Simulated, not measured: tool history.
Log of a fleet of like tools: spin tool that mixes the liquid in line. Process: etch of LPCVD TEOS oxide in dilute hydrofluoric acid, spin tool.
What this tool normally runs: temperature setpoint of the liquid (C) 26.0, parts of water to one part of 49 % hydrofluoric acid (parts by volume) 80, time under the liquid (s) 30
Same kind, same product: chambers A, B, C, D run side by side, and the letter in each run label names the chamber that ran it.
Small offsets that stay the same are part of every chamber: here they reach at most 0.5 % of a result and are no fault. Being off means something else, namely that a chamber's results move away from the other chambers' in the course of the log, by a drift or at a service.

run,hour,temperature setpoint of the liquid (C),parts of water to one part of 49 % hydrofluoric acid (parts by volume),time under the liquid (s),"read-back film thickness of the LPCVD TEOS oxide reference wafer, read on the same gauge (nm)",thickness taken off the LPCVD TEOS oxide on a monitor wafer (Å)
1C,9.7,26.0,80,30,69.990,201.89
2A,19.1,26.0,80,30,70.012,204.38
3D,25.4,26.0,80,30,70.015,204.35
4B,32.7,26.0,80,30,69.985,206.88
5D,41.8,26.0,80,30,69.995,204.95
6C,46.5,26.0,80,30,69.988,204.52
7B,51.7,26.0,80,30,69.993,207.51
8A,60.8,26.0,80,30,70.013,206.86
9A,70.9,26.0,80,30,69.991,211.85
10C,78.2,26.0,80,30,69.995,206.41
# hour 84.8: chamber B: hydrofluoric acid flow meter replaced
11B,87.2,26.0,80,30,70.009,203.05
# hour 87.9: chamber D: hydrofluoric acid flow meter replaced
12D,92.2,26.0,80,30,70.017,203.09
13C,101.4,26.0,80,30,70.008,202.55
14D,111.3,26.0,80,30,69.974,202.07
15B,120.3,26.0,80,30,69.994,201.92
16A,125.0,26.0,80,30,70.014,217.17
17D,129.6,27.5,80,30,70.047,219.49
18A,137.0,27.5,80,30,69.984,228.04
19C,142.2,27.5,80,30,69.982,213.32
20B,152.7,27.5,80,30,69.984,213.30
21C,161.9,26.0,80,35,69.983,236.18
22A,167.0,26.0,80,35,70.029,258.08
23B,173.7,26.0,80,35,69.987,236.19
24D,179.3,26.0,80,35,70.000,239.78

Is one chamber out of step, is the gauge drifting, or do the chambers differ by no more than their own small offsets? For an off chamber, give its letter and the likeliest cause.

Little by little, chamber A moves away from the other chambers.
Likeliest cause: liquid hotter than its thermometer reads (K) = 2.39.
The log might look much the same if the cause were instead: hydrofluoric acid flow above the setpoint (%).

Below are 4 candidate recipes for chamber A's next run, each the usual settings with a change, their results shown as question marks. Which of them brings A's results back in line with what the other chambers give on the usual settings?
Counts as in line when no further than this from what the other chambers average on the usual settings: thickness taken off the LPCVD TEOS oxide on a monitor wafer (Å) 6.90
25A-1,186.9,25.0,80,30,,?
25A-2,186.9,25.5,85,30,,?
25A-3,186.9,27.0,80,30,,?
25A-4,186.9,26.5,75,30,,?

Average result of the remaining chambers running the usual settings: thickness taken off the LPCVD TEOS oxide on a monitor wafer (Å) 204.50
run,thickness taken off the LPCVD TEOS oxide on a monitor wafer (Å)
25A-1,214.35
25A-2,204.20
25A-3,231.33
25A-4,243.89
It is 25A-2 that realigns the chamber with its peers.

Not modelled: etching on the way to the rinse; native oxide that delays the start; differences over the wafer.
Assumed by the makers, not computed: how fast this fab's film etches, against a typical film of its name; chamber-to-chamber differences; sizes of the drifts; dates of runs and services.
